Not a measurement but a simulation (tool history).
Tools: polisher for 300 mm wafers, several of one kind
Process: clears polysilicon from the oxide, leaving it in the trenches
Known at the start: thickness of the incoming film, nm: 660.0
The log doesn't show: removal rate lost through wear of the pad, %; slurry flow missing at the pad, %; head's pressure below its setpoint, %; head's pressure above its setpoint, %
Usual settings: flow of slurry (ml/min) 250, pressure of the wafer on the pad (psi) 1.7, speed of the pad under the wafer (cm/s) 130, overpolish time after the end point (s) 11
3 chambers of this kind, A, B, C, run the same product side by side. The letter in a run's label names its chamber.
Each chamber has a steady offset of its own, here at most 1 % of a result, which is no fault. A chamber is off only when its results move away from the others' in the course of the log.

run	hour	flow of slurry (ml/min)	pressure of the wafer on the pad (psi)	speed of the pad under the wafer (cm/s)	overpolish time after the end point (s)	wafers polished on this pad	hours since the slurry nozzle was cleaned	hours since the head pressure was calibrated	time until the end point was called (s)	dishing of a wide line in a test structure (angstrom)
1B	2.7	250	1.7	130	11	1231	324.7	413.7	71.137	363.11
2A	5.4	250	1.7	130	11	444	519.6	586.3	72.764	364.24
# hour 6.6: chamber B: worn pad replaced by a new one
3C	10.6	250	1.7	130	11	421	251.2	173.5	71.549	360.45
4B	13.8	250	1.7	130	11	41	335.8	424.8	70.234	368.32
5A	17.2	250	1.7	130	11	512	531.4	598.1	71.649	363.23
6C	21.2	250	1.7	130	11	482	261.8	184.1	72.289	361.61
# hour 21.5: chamber A: slurry nozzle cleaned
7C	24.1	250	1.7	130	11	499	264.7	187.0	72.032	361.50
8B	27.7	250	1.7	130	11	120	349.7	438.7	72.813	360.08
9A	32.5	190	1.7	110	11	599	11.0	613.4	88.525	347.52
10A	35.2	190	1.7	110	11	615	13.7	616.1	88.130	356.82
11C	38.2	190	1.7	110	11	579	278.8	201.1	88.026	343.88
12B	42.3	165	1.7	174	11	204	364.3	453.3	55.769	377.22
13B	46.0	165	1.7	174	11	225	368.0	457.0	57.451	385.84
14C	49.4	165	1.7	174	11	644	290.0	212.3	56.992	382.00
15A	54.0	250	1.7	130	11	722	32.5	634.9	71.578	363.54
16C	57.7	250	1.7	130	11	691	298.3	220.6	72.315	370.75
# hour 58.0: chamber C: slurry nozzle cleaned
17A	62.0	250	1.7	130	11	768	40.5	642.9	71.265	364.46
18B	65.0	250	1.7	130	11	334	387.0	476.0	71.772	356.11
19B	67.4	250	1.7	130	11	348	389.4	478.4	72.079	362.55
20C	69.7	250	1.7	130	11	760	11.8	232.6	71.836	367.53
21A	74.1	250	1.7	130	11	837	52.6	655.0	71.865	378.00
22A	79.1	250	1.7	130	11	866	57.6	660.0	71.990	367.44
23C	83.6	185	1.7	170	11	839	25.7	246.5	56.076	379.63
24B	88.1	185	1.7	170	11	466	410.1	499.1	57.153	380.27
25A	92.7	185	1.7	170	11	944	71.2	673.6	57.340	379.66

What goes on in this fleet: one chamber off, a drifting gauge, or nothing beyond the chambers' own small offsets? Name the chamber and the cause, if any.

No chamber stands off beyond its own small offset, and the gauge holds steady.

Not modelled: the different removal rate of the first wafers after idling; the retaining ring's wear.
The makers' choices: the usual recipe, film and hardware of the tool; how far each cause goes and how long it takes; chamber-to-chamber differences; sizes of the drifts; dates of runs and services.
